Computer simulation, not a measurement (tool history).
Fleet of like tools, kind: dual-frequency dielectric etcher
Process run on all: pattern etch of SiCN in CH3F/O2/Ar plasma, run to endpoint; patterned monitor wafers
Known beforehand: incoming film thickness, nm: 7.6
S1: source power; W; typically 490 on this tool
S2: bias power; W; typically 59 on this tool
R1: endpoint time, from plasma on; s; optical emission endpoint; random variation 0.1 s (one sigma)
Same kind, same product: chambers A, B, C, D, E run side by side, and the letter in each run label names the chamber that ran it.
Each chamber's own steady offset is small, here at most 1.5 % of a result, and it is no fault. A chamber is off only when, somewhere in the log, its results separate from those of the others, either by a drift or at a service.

Run 1E, hour 2.8: usual settings. Result: R1 20.158 s.
Run 2A, hour 5: usual settings. Result: R1 20.329 s.
Run 3D, hour 7.3: usual settings. Result: R1 20.273 s.
Run 4C, hour 9.2: usual settings. Result: R1 19.818 s.
Run 5B, hour 11.8: usual settings. Result: R1 20.269 s.
Run 6B, hour 13.8: usual settings but S1 420 W. Result: R1 21.406 s.
Run 7E, hour 17.4: usual settings but S1 420 W. Result: R1 21.2 s.
Run 8A, hour 19.3: usual settings but S1 420 W. Result: R1 21.428 s.
Run 9D, hour 22.2: usual settings but S1 420 W. Result: R1 21.43 s.
At hour 24.2: chamber B: wet clean of the chamber.
Run 10C, hour 24.6: usual settings but S1 420 W. Result: R1 21.115 s.
Run 11C, hour 27.5: usual settings. Result: R1 19.877 s.
Run 12E, hour 29.9: usual settings. Result: R1 20.197 s.
At hour 33: chamber D: wet clean of the chamber.
Run 13A, hour 33.2: usual settings but S1 590 W. Result: R1 18.982 s.
Run 14D, hour 35.5: usual settings but S1 590 W. Result: R1 18.137 s.
Run 15B, hour 38.4: usual settings but S1 590 W. Result: R1 18.628 s.
Run 16D, hour 41.5: usual settings but S1 590 W. Result: R1 18.087 s.
Run 17B, hour 43.4: usual settings but S1 590 W. Result: R1 18.955 s.
Run 18A, hour 45.7: usual settings. Result: R1 20.198 s.
Run 19E, hour 48: usual settings. Result: R1 20.035 s.
Run 20C, hour 49.9: usual settings. Result: R1 20.009 s.
Run 21E, hour 53.1: usual settings but S2 45 W. Result: R1 21.964 s.
Run 22C, hour 56.3: usual settings but S2 45 W. Result: R1 21.629 s.
Run 23B, hour 60: usual settings but S2 45 W. Result: R1 21.872 s.
Run 24D, hour 62.1: usual settings but S2 45 W. Result: R1 21.5 s.
Run 25A, hour 64.2: usual settings but S2 45 W. Result: R1 22.222 s.
Run 26D, hour 66.9: usual settings. Result: R1 19.576 s.
Run 27E, hour 71: usual settings. Result: R1 20.174 s.
Run 28B, hour 73.7: usual settings but S1 440 W. Result: R1 21.02 s.
Run 29A, hour 76.8: usual settings but S1 440 W. Result: R1 21.08 s.
Run 30C, hour 79.3: usual settings but S1 440 W. Result: R1 20.827 s.

Is one chamber off against the others, does the gauge drift, or is nothing wrong? If a chamber is off, say which, and what the likeliest cause is.

A service left chamber D off against the others.
Likeliest cause: etch rate over this chamber's usual, % = 2.98.

Which of the 4 candidates below, each the usual settings with something changed and its results left as question marks, puts chamber D back in line with what the other chambers give on the usual settings?
Maximum distance from the other chambers' mean on the usual settings for a result to count as in line: R1 0.36 s
Run 31D-1, hour 82.3: usual settings but S1 510 W, S2 62 W. Result: R1 ?.
Run 31D-2, hour 82.3: usual settings but S1 440 W, S2 54 W. Result: R1 ?.
Run 31D-3, hour 82.3: usual settings but S1 540 W, S2 64 W. Result: R1 ?.
Run 31D-4, hour 82.3: usual settings but S1 450 W. Result: R1 ?.

Mean of the other chambers on the usual settings: R1 20.172 s
  run      R1
31D-1  18.893
31D-2   20.95
31D-3  18.283
31D-4  20.167
With 31D-4, the chamber falls back in line with the rest.
